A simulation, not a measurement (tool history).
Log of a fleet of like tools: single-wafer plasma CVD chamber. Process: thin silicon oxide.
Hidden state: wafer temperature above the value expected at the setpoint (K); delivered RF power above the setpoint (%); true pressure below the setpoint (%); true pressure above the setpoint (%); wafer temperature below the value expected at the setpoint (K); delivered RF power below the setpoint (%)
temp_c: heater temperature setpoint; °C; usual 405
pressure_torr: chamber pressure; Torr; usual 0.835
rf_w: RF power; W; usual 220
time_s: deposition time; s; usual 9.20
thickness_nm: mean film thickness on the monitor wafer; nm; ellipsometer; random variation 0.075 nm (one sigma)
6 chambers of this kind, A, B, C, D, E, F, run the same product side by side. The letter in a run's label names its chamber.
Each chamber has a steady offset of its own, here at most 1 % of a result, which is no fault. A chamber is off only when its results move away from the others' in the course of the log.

| run | hour | temp_c | pressure_torr | rf_w | time_s | hours since the last thermocouple change | hours since the last RF generator calibration | hours since the last manometer calibration | read-back reference wafer on the same gauge, thickness_nm | thickness_nm |
|---|---|---|---|---|---|---|---|---|---|---|
| 1E | 8.2 | 405 | 0.835 | 220 | 9.20 | 2124.3 | 198.0 | 1023.3 | 14.009 | 15.284 |
| 2F | 19.2 | 405 | 0.835 | 220 | 9.20 | 1888.2 | 874.6 | 1018.6 | 14.001 | 15.326 |
| 3A | 27.3 | 405 | 0.835 | 220 | 9.20 | 1484.1 | 2540.8 | 116.2 | 14.004 | 15.195 |
| 4D | 36.3 | 405 | 0.835 | 220 | 9.20 | 523.0 | 269.3 | 118.4 | 13.998 | 15.174 |
| 5B | 46.8 | 405 | 0.967 | 220 | 7.98 | 2065.7 | 1749.4 | 425.2 | 14.006 | 14.878 |
| 6C | 61.2 | 405 | 0.967 | 220 | 7.98 | 603.2 | 1464.4 | 74.6 | 14.017 | 15.021 |
| 7E | 71.9 | 405 | 0.967 | 220 | 7.98 | 2188.0 | 261.7 | 1087.0 | 14.006 | 15.063 |
| 8A | 84.5 | 405 | 0.967 | 220 | 7.98 | 1541.3 | 2598.0 | 173.4 | 13.994 | 14.940 |
| 9D | 91.8 | 405 | 0.967 | 220 | 7.98 | 578.5 | 324.8 | 173.9 | 13.998 | 14.881 |
| 10B | 103.7 | 405 | 0.967 | 220 | 7.98 | 2122.6 | 1806.3 | 482.1 | 13.999 | 15.081 |
| 11C | 111.7 | 405 | 0.835 | 220 | 9.20 | 653.7 | 1514.9 | 125.1 | 13.994 | 15.279 |
| 12F | 124.5 | 405 | 0.835 | 220 | 9.20 | 1993.5 | 979.9 | 1123.9 | 14.008 | 15.224 |
| 13B | 138.1 | 405 | 0.835 | 220 | 9.20 | 2157.0 | 1840.7 | 516.5 | 13.997 | 15.290 |
| 14F | 146.6 | 405 | 0.835 | 220 | 9.20 | 2015.6 | 1002.0 | 1146.0 | 14.010 | 15.257 |
| 15A | 153.7 | 405 | 0.835 | 220 | 9.20 | 1610.5 | 2667.2 | 242.6 | 14.008 | 15.186 |
| 16C | 162.2 | 405 | 0.835 | 220 | 9.20 | 704.2 | 1565.4 | 175.6 | 13.988 | 15.294 |
| 17D | 168.6 | 405 | 0.835 | 220 | 9.20 | 655.3 | 401.6 | 250.7 | 14.027 | 15.083 |
|  | 172.7 | chamber C: RF generator calibrated |
| 18E | 178.4 | 396 | 0.835 | 220 | 9.83 | 2294.5 | 368.2 | 1193.5 | 14.000 | 16.308 |
| 19E | 189.0 | 396 | 0.835 | 220 | 9.83 | 2305.1 | 378.8 | 1204.1 | 14.013 | 16.339 |
| 20B | 200.3 | 396 | 0.835 | 220 | 9.83 | 2219.2 | 1902.9 | 578.7 | 14.012 | 16.448 |
|  | 201.2 | chamber B: thermocouple changed; heater temperature recalibrated |
| 21A | 211.0 | 396 | 0.835 | 220 | 9.83 | 1667.8 | 2724.5 | 299.9 | 14.009 | 16.446 |
| 22C | 222.1 | 396 | 0.835 | 220 | 9.83 | 764.1 | 49.4 | 235.5 | 14.002 | 16.464 |
| 23D | 232.5 | 396 | 0.835 | 220 | 9.83 | 719.2 | 465.5 | 314.6 | 13.989 | 16.481 |
| 24F | 246.3 | 405 | 0.835 | 220 | 9.20 | 2115.3 | 1101.7 | 1245.7 | 14.001 | 15.226 |
| 25A | 258.2 | 405 | 0.835 | 220 | 9.20 | 1715.0 | 2771.7 | 347.1 | 13.982 | 15.338 |
| 26D | 268.5 | 405 | 0.835 | 220 | 10.46 | 755.2 | 501.5 | 350.6 | 14.006 | 17.190 |
| 27C | 280.8 | 405 | 0.835 | 220 | 10.46 | 822.8 | 108.1 | 294.2 | 13.990 | 17.316 |
| 28B | 290.5 | 405 | 0.835 | 220 | 10.46 | 89.3 | 1993.1 | 668.9 | 14.005 | 17.542 |
| 29E | 300.0 | 405 | 0.835 | 220 | 10.46 | 2416.1 | 489.8 | 1315.1 | 13.989 | 17.088 |
| 30F | 310.3 | 405 | 0.835 | 220 | 10.46 | 2179.3 | 1165.7 | 1309.7 | 14.002 | 17.421 |
| 31A | 319.6 | 405 | 0.835 | 220 | 10.46 | 1776.4 | 2833.1 | 408.5 | 14.003 | 17.401 |
| 32C | 332.5 | 405 | 0.835 | 220 | 9.20 | 874.5 | 159.8 | 345.9 | 13.996 | 15.297 |
| 33E | 343.6 | 405 | 0.835 | 220 | 9.20 | 2459.7 | 533.4 | 1358.7 | 13.999 | 14.956 |
| 34B | 353.7 | 405 | 0.835 | 220 | 9.20 | 152.5 | 2056.3 | 732.1 | 14.020 | 15.155 |
| 35D | 361.4 | 405 | 0.835 | 220 | 9.20 | 848.1 | 594.4 | 443.5 | 14.013 | 15.242 |
| 36F | 373.7 | 405 | 0.835 | 220 | 9.20 | 2242.7 | 1229.1 | 1373.1 | 14.007 | 15.247 |

Next, every chamber runs the same settings. What will each give?
| 37A | 384.3 | 405 | 0.835 | 220 | 9.20 |  |  |  |  | ? |
| 37B | 384.3 | 405 | 0.835 | 220 | 9.20 |  |  |  |  | ? |
| 37C | 384.3 | 405 | 0.835 | 220 | 9.20 |  |  |  |  | ? |
| 37D | 384.3 | 405 | 0.835 | 220 | 9.20 |  |  |  |  | ? |
| 37E | 384.3 | 405 | 0.835 | 220 | 9.20 |  |  |  |  | ? |
| 37F | 384.3 | 405 | 0.835 | 220 | 9.20 |  |  |  |  | ? |

| run | thickness_nm |
|---|---|
| 37A | 15.234 |
| 37B | 15.272 |
| 37C | 15.293 |
| 37D | 15.317 |
| 37E | 14.942 |
| 37F | 15.273 |
